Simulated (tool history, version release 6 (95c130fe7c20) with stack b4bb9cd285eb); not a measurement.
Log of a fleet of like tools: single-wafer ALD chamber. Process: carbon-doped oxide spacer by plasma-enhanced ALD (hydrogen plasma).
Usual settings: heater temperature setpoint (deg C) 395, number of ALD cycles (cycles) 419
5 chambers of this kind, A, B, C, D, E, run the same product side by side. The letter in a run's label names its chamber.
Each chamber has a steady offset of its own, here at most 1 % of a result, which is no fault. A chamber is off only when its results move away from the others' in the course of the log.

run	day	heater temperature setpoint (deg C)	number of ALD cycles (cycles)	read-back reference wafer on the same gauge, thickness_nm	mean film thickness on the monitor wafer (Å)
1D	0.308	395	419	24.223	209.99
2C	0.633	395	419	24.195	204.93
3E	0.988	395	419	24.19	209.23
4A	1.179	395	419	24.201	207.84
5B	1.604	395	419	24.184	209.32
6D	1.925	395	419	24.208	210.6
7E	2.2	395	419	24.214	207.95
8A	2.596	395	419	24.203	208.89
9B	2.875	395	419	24.203	210.84
10C	3.267	395	419	24.191	208.34
11B	3.504	395	419	24.185	211.57
12D	3.808	395	419	24.172	211.62
13E	3.996	381	419	24.2	209.45
14A	4.242	381	419	24.212	209.76
15C	4.508	381	419	24.208	205.68
16E	4.696	381	419	24.214	209.19
17A	5.104	381	419	24.197	207.56
18D	5.442	395	419	24.214	211.22
19B	5.646	395	419	24.205	211.25
20C	5.917	395	419	24.211	208.99
21D	6.121	395	419	24.196	208.35
22E	6.367	395	465	24.207	232.11
23B	6.704	395	465	24.173	232.6
24C	6.967	395	465	24.217	230.24
25A	7.2	395	465	24.215	231.66
26A	7.567	395	465	24.156	231.67
27D	7.862	404	367	24.217	179.16
28C	8.104	404	367	24.229	179.48
29E	8.479	404	367	24.188	180.07
30B	8.675	404	367	24.177	181.68
31C	8.904	404	367	24.21	178.56
32B	9.125	395	419	24.194	211.48
33E	9.446	395	419	24.212	210.04
34D	9.862	395	362	24.205	182.16
35A	10.075	395	362	24.219	180.04
36A	10.471	395	362	24.188	179.42

All 5 chambers run these settings next. Forecast each chamber's results:
37A	10.775	387	419		?
37B	10.775	387	419		?
37C	10.775	387	419		?
37D	10.775	387	419		?
37E	10.775	387	419		?

run	mean film thickness on the monitor wafer (Å)
37A	209.24
37B	208.51
37C	208.48
37D	209.32
37E	209.65
